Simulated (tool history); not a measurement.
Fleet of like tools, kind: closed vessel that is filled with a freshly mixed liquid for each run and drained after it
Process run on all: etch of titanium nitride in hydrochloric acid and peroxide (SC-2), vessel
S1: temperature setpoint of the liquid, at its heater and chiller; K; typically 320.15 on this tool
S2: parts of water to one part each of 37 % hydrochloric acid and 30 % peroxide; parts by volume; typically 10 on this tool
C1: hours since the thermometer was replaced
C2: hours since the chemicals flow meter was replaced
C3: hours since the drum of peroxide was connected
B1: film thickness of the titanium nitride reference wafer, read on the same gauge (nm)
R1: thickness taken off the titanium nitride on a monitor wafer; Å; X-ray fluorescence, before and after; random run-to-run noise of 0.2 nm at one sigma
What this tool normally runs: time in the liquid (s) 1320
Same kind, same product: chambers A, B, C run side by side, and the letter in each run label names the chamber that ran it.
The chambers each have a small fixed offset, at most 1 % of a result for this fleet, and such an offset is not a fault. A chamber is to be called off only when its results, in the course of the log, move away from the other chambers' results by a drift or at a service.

Run 1B, hour 8.4: usual settings; C1 302.3; C2 263.6; C3 457.7; B1 69.999. Result: R1 213.04 Å.
Run 2A, hour 15.9: usual settings; C1 83.6; C2 1055.7; C3 16.3; B1 69.989. Result: R1 211.79 Å.
Run 3C, hour 23.1: usual settings; C1 1820.8; C2 395.6; C3 548; B1 69.98. Result: R1 213 Å.
Run 4C, hour 35.8: usual settings; C1 1833.5; C2 408.3; C3 560.7; B1 69.99. Result: R1 217.92 Å.
Run 5B, hour 48.2: usual settings; C1 342.1; C2 303.4; C3 497.5; B1 70.019. Result: R1 210.7 Å.
Run 6A, hour 57.6: usual settings; C1 125.3; C2 1097.4; C3 58; B1 70.003. Result: R1 212.98 Å.
Run 7C, hour 68.8: usual settings; C1 1866.5; C2 441.3; C3 593.7; B1 70.006. Result: R1 212.51 Å.
Run 8B, hour 80.5: usual settings; C1 374.4; C2 335.7; C3 529.8; B1 69.981. Result: R1 211.13 Å.
Run 9A, hour 95: usual settings; C1 162.7; C2 1134.8; C3 95.4; B1 70.016. Result: R1 213.01 Å.
Run 10B, hour 106.2: usual settings; C1 400.1; C2 361.4; C3 555.5; B1 70.003. Result: R1 212.16 Å.
Run 11A, hour 117.4: usual settings; C1 185.1; C2 1157.2; C3 117.8; B1 69.997. Result: R1 213.08 Å.
Run 12C, hour 128.6: usual settings; C1 1926.3; C2 501.1; C3 653.5; B1 70.015. Result: R1 218.6 Å.
Run 13A, hour 137.7: usual settings; C1 205.4; C2 1177.5; C3 138.1; B1 69.994. Result: R1 209.99 Å.
Run 14C, hour 148: usual settings; C1 1945.7; C2 520.5; C3 672.9; B1 69.994. Result: R1 216.36 Å.
Run 15B, hour 159.9: usual settings; C1 453.8; C2 415.1; C3 609.2; B1 70.023. Result: R1 212.68 Å.
Run 16B, hour 173.3: usual settings; C1 467.2; C2 428.5; C3 622.6; B1 69.989. Result: R1 209.94 Å.
Run 17C, hour 180.9: usual settings; C1 1978.6; C2 553.4; C3 705.8; B1 70.005. Result: R1 223.39 Å.
Run 18A, hour 188.6: usual settings; C1 256.3; C2 1228.4; C3 189; B1 70.008. Result: R1 213.26 Å.
At hour 189: chamber C: new drum of peroxide connected.
Run 19A, hour 198.6: usual settings but S2 11.5 parts by volume; C1 266.3; C2 1238.4; C3 199; B1 70. Result: R1 188.38 Å.
Run 20B, hour 206.7: usual settings but S2 11.5 parts by volume; C1 500.6; C2 461.9; C3 656; B1 70.021. Result: R1 187.47 Å.
Run 21C, hour 217.6: usual settings but S2 11.5 parts by volume; C1 2015.3; C2 590.1; C3 28.7; B1 69.983. Result: R1 201.55 Å.
Run 22A, hour 225: usual settings; C1 292.7; C2 1264.8; C3 225.4; B1 70.003. Result: R1 213.74 Å.
Run 23C, hour 234.3: usual settings; C1 2032; C2 606.8; C3 45.4; B1 70.001. Result: R1 225.7 Å.
Run 24B, hour 245.7: usual settings; C1 539.6; C2 500.9; C3 695; B1 69.999. Result: R1 210.67 Å.
Run 25A, hour 259.8: usual settings; C1 327.5; C2 1299.6; C3 260.2; B1 70.008. Result: R1 215.07 Å.
Run 26B, hour 267.9: usual settings; C1 561.8; C2 523.1; C3 717.2; B1 69.994. Result: R1 212.37 Å.

Each of the 3 chambers runs these same settings next. Fill in every chamber's results:
Run 27A, hour 278.3: usual settings. Result: R1 ?.
Run 27B, hour 278.3: usual settings. Result: R1 ?.
Run 27C, hour 278.3: usual settings. Result: R1 ?.

run      R1
27A  212.33
27B  212.38
27C  232.66

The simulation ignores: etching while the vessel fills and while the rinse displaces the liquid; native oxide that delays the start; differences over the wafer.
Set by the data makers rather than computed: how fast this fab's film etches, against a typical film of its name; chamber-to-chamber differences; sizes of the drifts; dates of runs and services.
